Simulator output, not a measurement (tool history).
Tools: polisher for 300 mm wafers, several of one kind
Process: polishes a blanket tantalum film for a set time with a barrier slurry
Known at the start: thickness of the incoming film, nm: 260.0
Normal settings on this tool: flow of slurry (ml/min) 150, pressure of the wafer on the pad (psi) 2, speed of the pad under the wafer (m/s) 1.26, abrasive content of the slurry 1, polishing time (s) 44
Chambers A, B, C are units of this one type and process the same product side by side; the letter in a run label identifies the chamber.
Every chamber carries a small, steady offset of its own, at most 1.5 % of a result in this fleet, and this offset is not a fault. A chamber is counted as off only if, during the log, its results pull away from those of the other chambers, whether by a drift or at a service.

run   hour  flow of slurry (ml/min)  pressure of the wafer on the pad (psi)  speed of the pad under the wafer (m/s)  abrasive content of the slurry  polishing time (s)  film removed (angstrom)
         1  -- chamber B: slurry nozzle cleaned
 1C      4                      150                                       2                                    1.26                               1                  44                   1099.7
 2A    6.2                      150                                       2                                    1.26                               1                  44                   1105.7
 3B      9                      150                                       2                                    1.26                               1                  44                   1143.1
 4C   12.1                      150                                       2                                    1.26                               1                  44                   1113.7
 5A   15.2                      150                                       2                                    1.26                               1                  44                   1102.3
      16.5  -- chamber B: worn pad replaced by a new one
 6B   18.6                      150                                       2                                    1.26                               1                  56                     1438
 7B   21.5                      150                                       2                                    1.26                               1                  56                   1424.7
      23.1  -- chamber A: worn pad replaced by a new one
 8A   26.7                      150                                       2                                    1.26                               1                  56                   1410.5
 9C   29.9                      150                                       2                                    1.26                               1                  44                   1121.1
10B     35                      150                                       2                                    1.26                               1                  44                   1114.7
      36.5  -- chamber C: worn pad replaced by a new one
11A     40                      150                                       2                                    1.26                               1                  44                   1104.9
12C   45.3                      150                                       2                                    1.26                               1                  44                   1095.5
13B   48.2                      150                                       2                                    1.26                               1                  44                   1128.5
14C     52                      150                                       2                                    1.26                               1                  44                   1084.9
15A   54.5                      150                                       2                                    1.26                               1                  44                   1089.9
16A     59                      150                                       2                                    1.26                               1                  44                   1091.2
17C   61.4                      120                                       2                                    1.26                               1                  44                   1060.1
18B   64.7                      120                                       2                                    1.26                               1                  44                   1034.8
19C   69.1                      120                                       2                                    1.26                               1                  44                   1072.7
20B   74.2                      175                                     2.3                                    1.26                               1                  44                   1338.2
21A   78.8                      175                                     2.3                                    1.26                               1                  44                   1238.1
22B   82.5                      175                                     2.3                                    1.26                               1                  44                   1297.1
23A   86.4                      150                                       2                                    1.26                               1                  44                   1011.1
24C   90.1                      150                                       2                                    1.26                               1                  44                   1103.6
25A   93.7                      150                                       2                                    1.26                               1                  44                   990.12
      95.3  -- chamber B: worn pad replaced by a new one
26C   97.8                      150                                       2                                    1.26                               1                  44                   1081.6
27B  102.6                      170                                       2                                    1.66                               1                  44                   1501.3
28C  105.4                      170                                       2                                    1.66                               1                  44                   1485.1
29B  108.4                      170                                       2                                    1.66                               1                  44                   1524.5

Has any chamber moved away from the others, gradually or after a service, or does the common gauge drift, or do the chambers differ only by their own small steady offsets? State the chamber and the most likely cause if one applies.

Little by little, chamber A moves away from the other chambers.
Likeliest cause: abrasive missing from the slurry, % = 36.5.
The log may not tell that from: removal rate lost through wear of the pad, %; head's pressure below its setpoint, %.

Here are 4 candidates for chamber A's next run, each the usual settings with a change, their results left as question marks. Which one brings its results back in line with what the others give on the usual settings?
Counts as in line when no further than this from what the other chambers average on the usual settings: film removed (angstrom) 50
30A-1  112.2                      150                                       2                                     1.3                               1                  45                        ?
30A-2  112.2                      150                                       2                                    1.22                               1                  43                        ?
30A-3  112.2                      150                                       2                                    1.44                               1                  44                        ?
30A-4  112.2                      150                                     1.9                                    1.16                               1                  44                        ?

Average result of the remaining chambers running the usual settings: film removed (angstrom) 1111.1
  run  film removed (angstrom)
30A-1                   998.73
30A-2                   894.87
30A-3                     1083
30A-4                   827.12
The right change is 30A-3: it brings the chamber back within the allowed miss of the others.

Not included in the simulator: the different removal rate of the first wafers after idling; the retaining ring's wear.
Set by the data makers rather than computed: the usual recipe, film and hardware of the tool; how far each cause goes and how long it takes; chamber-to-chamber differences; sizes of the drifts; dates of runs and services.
